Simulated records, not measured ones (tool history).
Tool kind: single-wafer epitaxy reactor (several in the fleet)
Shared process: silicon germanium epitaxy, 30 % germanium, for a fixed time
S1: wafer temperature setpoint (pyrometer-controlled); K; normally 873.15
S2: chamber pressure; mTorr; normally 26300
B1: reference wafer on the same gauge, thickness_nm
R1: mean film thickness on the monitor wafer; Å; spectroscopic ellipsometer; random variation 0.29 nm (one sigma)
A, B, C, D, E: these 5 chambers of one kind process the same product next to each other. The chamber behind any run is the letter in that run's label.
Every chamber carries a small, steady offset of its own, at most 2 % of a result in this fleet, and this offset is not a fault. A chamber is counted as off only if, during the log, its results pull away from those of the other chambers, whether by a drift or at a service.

run	hour	S1	S2	B1	R1
1E	8.5	873.15	26300	56.472	661.47
2D	13.7	873.15	26300	56.545	646.27
3C	18.3	873.15	26300	56.453	661.09
4B	28.2	873.15	26300	56.45	655.08
5A	34.4	863.15	21800	56.473	511.63
6D	41.2	863.15	21800	56.469	501.17
7A	45.8	863.15	21800	56.513	510.75
8B	51.8	863.15	21800	56.513	499.28
9C	57.1	863.15	21800	56.475	505.76
10E	61.8	873.15	26300	56.436	656.02
11E	67.3	873.15	26300	56.564	657.97
12D	75.1	862.15	26300	56.51	525.12
13A	81.3	862.15	26300	56.515	543.16
14B	86.4	862.15	26300	56.402	533.91
15C	91	862.15	26300	56.507	535.08
# hour 92.7: chamber C: capacitance manometer re-zeroed and calibrated
16A	99	862.15	26300	56.523	540.56
17D	105.7	879.15	32600	56.512	786.69
18B	115.1	879.15	32600	56.446	797.48
19E	120.1	879.15	32600	56.43	799.28
20C	130.1	879.15	32600	56.521	797.35
21D	140	879.15	32600	56.497	779.37
22E	150.1	873.15	26300	56.472	659.31
23B	160.1	873.15	26300	56.552	659.18
# hour 164.6: chamber B: pyrometer calibrated
24C	164.8	873.15	26300	56.547	657.76
25A	171.2	873.15	26300	56.506	668.17
26A	178.2	873.15	26300	56.516	667.05
27D	184.6	873.15	26300	56.524	650.08
28C	194.1	873.15	26300	56.48	662.86
29E	202.6	873.15	26300	56.572	654.99
30B	211.7	873.15	26300	56.449	614.85
31E	218.7	873.15	26300	56.417	658.08
32A	226.5	873.15	26300	56.482	668.04
33C	232.5	886.15	23700	56.531	794.85
34D	240.7	886.15	23700	56.478	786.14
35B	248.4	886.15	23700	56.569	753.49
36D	256.1	886.15	23700	56.475	788.04
37C	265.6	886.15	23700	56.516	797.33

Does one chamber stand apart from the rest, does the shared gauge drift, or is all well apart from small per-chamber offsets? Give the chamber and the most likely cause, where there is one.

The work done on chamber B during a service left it standing apart from the others.
Cause: wafer temperature below the value expected at the setpoint (K) = 3.28.

Chamber B could run next with any of the 4 candidate recipes listed below; each alters the usual settings, and their results appear as question marks. Which one brings its results back in line with what the other chambers deliver on the usual settings?
A result is in line if it is within this distance of the other chambers' mean on the usual settings: R1 10 Å
38B-1	273.1	870.15	25800		?
38B-2	273.1	873.15	28100		?
38B-3	273.1	873.15	24500		?
38B-4	273.1	876.15	26800		?

The mean the other chambers reach with the usual settings: R1 655.85 Å
run	R1
38B-1	578.53
38B-2	633.41
38B-3	599.07
38B-4	656.82
The right change is 38B-4: it brings the chamber back within the allowed miss of the others.
